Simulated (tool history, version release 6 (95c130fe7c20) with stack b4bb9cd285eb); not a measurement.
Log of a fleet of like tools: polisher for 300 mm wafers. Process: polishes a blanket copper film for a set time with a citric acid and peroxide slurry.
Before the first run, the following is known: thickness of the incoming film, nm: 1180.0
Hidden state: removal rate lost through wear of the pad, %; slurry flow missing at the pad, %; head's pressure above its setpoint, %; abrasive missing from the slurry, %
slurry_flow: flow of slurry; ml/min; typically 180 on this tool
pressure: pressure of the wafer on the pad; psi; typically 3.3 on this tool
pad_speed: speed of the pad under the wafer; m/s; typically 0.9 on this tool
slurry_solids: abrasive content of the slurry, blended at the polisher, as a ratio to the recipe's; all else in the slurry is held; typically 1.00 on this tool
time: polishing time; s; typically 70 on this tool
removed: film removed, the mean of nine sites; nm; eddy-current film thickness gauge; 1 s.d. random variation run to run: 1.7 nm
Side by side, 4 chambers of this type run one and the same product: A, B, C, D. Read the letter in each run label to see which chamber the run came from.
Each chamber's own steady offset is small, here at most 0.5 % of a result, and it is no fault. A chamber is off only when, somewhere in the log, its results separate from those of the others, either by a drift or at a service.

run	hour	slurry_flow	pressure	pad_speed	slurry_solids	time	wafers polished on this pad	hours since the slurry nozzle was cleaned	hours since the head pressure was calibrated	hours since the slurry blender was calibrated	removed
# hour 0.1: chamber D: slurry blender recalibrated
1D	3.8	180	3.3	0.9	1.00	70	235	579.1	895.4	3.7	130.58
2B	7.0	180	3.3	0.9	1.00	70	110	204.8	669.8	124.7	129.83
3A	10.2	180	3.3	0.9	1.00	70	185	274.4	918.3	245.4	128.89
4C	13.3	180	3.3	0.9	1.00	70	940	71.3	568.7	81.8	126.77
5B	16.1	180	3.3	0.9	1.00	70	234	213.9	678.9	133.8	128.45
6D	20.6	150	3.3	0.9	1.25	70	464	595.9	912.2	20.5	130.61
7C	23.7	150	3.3	0.9	1.25	70	1081	81.7	579.1	92.2	129.93
8A	25.8	150	3.3	0.9	1.25	70	397	290.0	933.9	261.0	129.36
9D	29.6	150	3.3	0.9	1.25	70	587	604.9	921.2	29.5	129.21
10A	32.5	180	3.3	0.9	1.00	70	489	296.7	940.6	267.7	129.60
# hour 34.1: chamber C: worn pad replaced by a new one
11C	34.9	180	3.3	0.9	1.00	70	11	92.9	590.3	103.4	129.04
12B	39.4	180	3.3	0.9	1.00	70	552	237.2	702.2	157.1	128.39
# hour 43.2: chamber D: worn pad replaced by a new one
13D	43.5	180	2.9	0.9	1.00	70	4	618.8	935.1	43.4	112.46
# hour 44.3: chamber A: worn pad replaced by a new one
14A	47.3	180	2.9	0.9	1.00	70	42	311.5	955.4	282.5	111.60
15C	51.4	180	2.9	0.9	1.00	70	236	109.4	606.8	119.9	111.31
16B	55.0	180	2.9	0.9	1.00	70	764	252.8	717.8	172.7	113.07
17A	58.9	180	3.3	0.9	1.00	70	200	323.1	967.0	294.1	125.51
# hour 61.4: chamber B: worn pad replaced by a new one
18D	62.2	180	3.3	0.9	1.00	87	259	637.5	953.8	62.1	158.93
19C	64.9	180	3.3	0.9	1.00	87	420	122.9	620.3	133.4	158.50
# hour 68.5: chamber D: head pressure recalibrated
20B	69.4	180	3.3	0.9	1.00	87	110	267.2	732.2	187.1	157.01
21A	72.0	180	3.3	0.9	1.00	87	378	336.2	980.1	307.2	150.05
# hour 73.7: chamber C: slurry blender recalibrated
22B	75.5	180	3.3	0.9	1.00	70	193	273.3	738.3	193.2	129.95
23C	78.1	180	3.3	0.9	1.00	70	600	136.1	633.5	4.5	127.79
24D	82.0	180	3.3	0.9	1.00	70	529	657.3	13.5	81.9	129.86
25D	85.0	180	3.3	0.9	1.00	70	570	660.3	16.5	84.9	128.10
26B	87.8	180	3.3	0.9	1.00	70	361	285.6	750.6	205.5	132.04
# hour 87.9: chamber A: worn pad replaced by a new one
# hour 88.8: chamber D: worn pad replaced by a new one
27A	90.7	180	3.3	0.9	1.00	70	38	354.9	998.8	325.9	123.38
28C	93.7	180	4.4	0.9	1.00	80	812	151.7	649.1	20.1	190.02
29B	97.9	180	4.4	0.9	1.00	80	498	295.7	760.7	215.6	195.51
30D	100.8	180	4.4	0.9	1.00	80	163	676.1	32.3	100.7	197.44
31C	104.8	180	4.4	0.9	1.00	80	963	162.8	660.2	31.2	193.62
32A	107.5	180	3.3	0.9	1.00	70	267	371.7	1015.6	342.7	120.78
33D	109.5	180	3.3	0.9	1.00	70	282	684.8	41.0	109.4	129.36
34C	112.8	180	3.3	0.7	1.00	70	1073	170.8	668.2	39.2	100.90

Next, every chamber runs the same settings. What will each give?
35A	116.0	180	3.3	0.9	1.00	70					?
35B	116.0	180	3.3	0.9	1.00	70					?
35C	116.0	180	3.3	0.9	1.00	70					?
35D	116.0	180	3.3	0.9	1.00	70					?

run	removed
35A	117.86
35B	126.38
35C	126.00
35D	129.62
